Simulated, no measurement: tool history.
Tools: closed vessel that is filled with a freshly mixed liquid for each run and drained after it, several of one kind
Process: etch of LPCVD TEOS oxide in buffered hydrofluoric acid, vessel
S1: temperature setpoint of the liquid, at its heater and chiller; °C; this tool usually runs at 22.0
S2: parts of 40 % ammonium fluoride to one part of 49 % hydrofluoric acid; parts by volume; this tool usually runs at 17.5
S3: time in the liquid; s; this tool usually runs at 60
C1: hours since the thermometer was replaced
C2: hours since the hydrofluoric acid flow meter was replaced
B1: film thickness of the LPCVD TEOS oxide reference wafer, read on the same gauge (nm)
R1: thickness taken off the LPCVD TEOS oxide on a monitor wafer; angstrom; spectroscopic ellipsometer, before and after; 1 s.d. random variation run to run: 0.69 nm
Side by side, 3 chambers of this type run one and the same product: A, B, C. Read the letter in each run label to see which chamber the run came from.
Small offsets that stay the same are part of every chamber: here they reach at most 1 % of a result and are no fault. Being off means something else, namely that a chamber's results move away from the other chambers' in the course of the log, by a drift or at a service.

Run 1A, day 0.200: usual settings; C1 566.4; C2 1438.4; B1 150.03. Result: R1 1512.6 angstrom.
Run 2B, day 0.571: usual settings; C1 377.2; C2 665.9; B1 150.01. Result: R1 1511.2 angstrom.
Run 3C, day 0.808: usual settings; C1 333.9; C2 70.1; B1 149.98. Result: R1 1519.9 angstrom.
Run 4C, day 1.000: usual settings; C1 338.5; C2 74.7; B1 150.01. Result: R1 1535.0 angstrom.
Run 5A, day 1.246: usual settings; C1 591.5; C2 1463.5; B1 150.01. Result: R1 1515.8 angstrom.
Run 6B, day 1.567: usual settings; C1 401.1; C2 689.8; B1 150.01. Result: R1 1510.5 angstrom.
Run 7A, day 1.779: usual settings; C1 604.3; C2 1476.3; B1 150.01. Result: R1 1509.9 angstrom.
Run 8C, day 2.033: usual settings but S2 12.0 parts by volume; C1 363.3; C2 99.5; B1 150.01. Result: R1 2192.3 angstrom.
Run 9B, day 2.283: usual settings but S2 12.0 parts by volume; C1 418.3; C2 707.0; B1 150.02. Result: R1 2198.9 angstrom.
At day 2.483: chamber A: hydrofluoric acid flow meter replaced.
Run 10C, day 2.588: usual settings but S2 12.0 parts by volume; C1 376.6; C2 112.8; B1 150.02. Result: R1 2221.6 angstrom.
Run 11A, day 2.904: usual settings; C1 631.3; C2 10.1; B1 150.01. Result: R1 1523.7 angstrom.
Run 12B, day 3.179: usual settings; C1 439.8; C2 728.5; B1 150.02. Result: R1 1504.7 angstrom.
Run 13A, day 3.417: usual settings; C1 643.6; C2 22.4; B1 149.98. Result: R1 1509.5 angstrom.
Run 14C, day 3.675: usual settings; C1 402.7; C2 138.9; B1 149.95. Result: R1 1519.9 angstrom.
Run 15B, day 4.033: usual settings; C1 460.3; C2 749.0; B1 149.98. Result: R1 1516.2 angstrom.
Run 16A, day 4.246: usual settings but S2 14.5 parts by volume, S3 75 s; C1 663.5; C2 42.3; B1 150.02. Result: R1 2280.5 angstrom.
Run 17C, day 4.621: usual settings but S2 14.5 parts by volume, S3 75 s; C1 425.4; C2 161.6; B1 150.00. Result: R1 2262.1 angstrom.
Run 18B, day 4.875: usual settings but S2 14.5 parts by volume, S3 75 s; C1 480.5; C2 769.2; B1 149.98. Result: R1 2268.9 angstrom.
Run 19B, day 5.046: usual settings; C1 484.6; C2 773.3; B1 149.99. Result: R1 1504.1 angstrom.
Run 20C, day 5.267: usual settings but S1 20.5 °C; C1 440.9; C2 177.1; B1 150.00. Result: R1 1371.6 angstrom.
Run 21A, day 5.508: usual settings but S1 20.5 °C; C1 693.8; C2 72.6; B1 149.99. Result: R1 1397.5 angstrom.
Run 22A, day 5.804: usual settings but S1 20.5 °C; C1 700.9; C2 79.7; B1 149.98. Result: R1 1389.0 angstrom.
Run 23C, day 6.158: usual settings; C1 462.3; C2 198.5; B1 149.99. Result: R1 1496.9 angstrom.
Run 24B, day 6.379: usual settings but S2 11.0 parts by volume, S3 90 s; C1 516.6; C2 805.3; B1 149.99. Result: R1 3593.5 angstrom.
Run 25A, day 6.704: usual settings but S2 11.0 parts by volume, S3 90 s; C1 722.5; C2 101.3; B1 150.00. Result: R1 3546.5 angstrom.
Run 26C, day 7.088: usual settings but S2 11.0 parts by volume, S3 90 s; C1 484.6; C2 220.8; B1 149.97. Result: R1 3484.3 angstrom.
Run 27B, day 7.288: usual settings; C1 538.4; C2 827.1; B1 150.00. Result: R1 1506.9 angstrom.
Run 28A, day 7.508: usual settings; C1 741.8; C2 120.6; B1 150.00. Result: R1 1519.9 angstrom.
Run 29C, day 7.712: usual settings but S1 18.0 °C; C1 499.6; C2 235.8; B1 149.99. Result: R1 1166.3 angstrom.
Run 30B, day 8.067: usual settings but S1 18.0 °C; C1 557.1; C2 845.8; B1 149.99. Result: R1 1201.6 angstrom.
Run 31C, day 8.412: usual settings but S1 18.0 °C; C1 516.4; C2 252.6; B1 149.99. Result: R1 1160.2 angstrom.
Run 32A, day 8.708: usual settings; C1 770.6; C2 149.4; B1 150.01. Result: R1 1512.8 angstrom.
Run 33B, day 8.900: usual settings; C1 577.1; C2 865.8; B1 150.00. Result: R1 1505.5 angstrom.
Run 34C, day 9.262: usual settings; C1 536.8; C2 273.0; B1 150.02. Result: R1 1440.5 angstrom.
Run 35A, day 9.529: usual settings; C1 790.3; C2 169.1; B1 150.02. Result: R1 1508.7 angstrom.

For the next run the whole fleet of 3 chambers uses the same settings. Give each chamber's results:
Run 36A, day 9.808: usual settings but S1 17.5 °C. Result: R1 ?.
Run 36B, day 9.808: usual settings but S1 17.5 °C. Result: R1 ?.
Run 36C, day 9.808: usual settings but S1 17.5 °C. Result: R1 ?.

run      R1
36A  1174.0
36B  1166.7
36C  1110.5

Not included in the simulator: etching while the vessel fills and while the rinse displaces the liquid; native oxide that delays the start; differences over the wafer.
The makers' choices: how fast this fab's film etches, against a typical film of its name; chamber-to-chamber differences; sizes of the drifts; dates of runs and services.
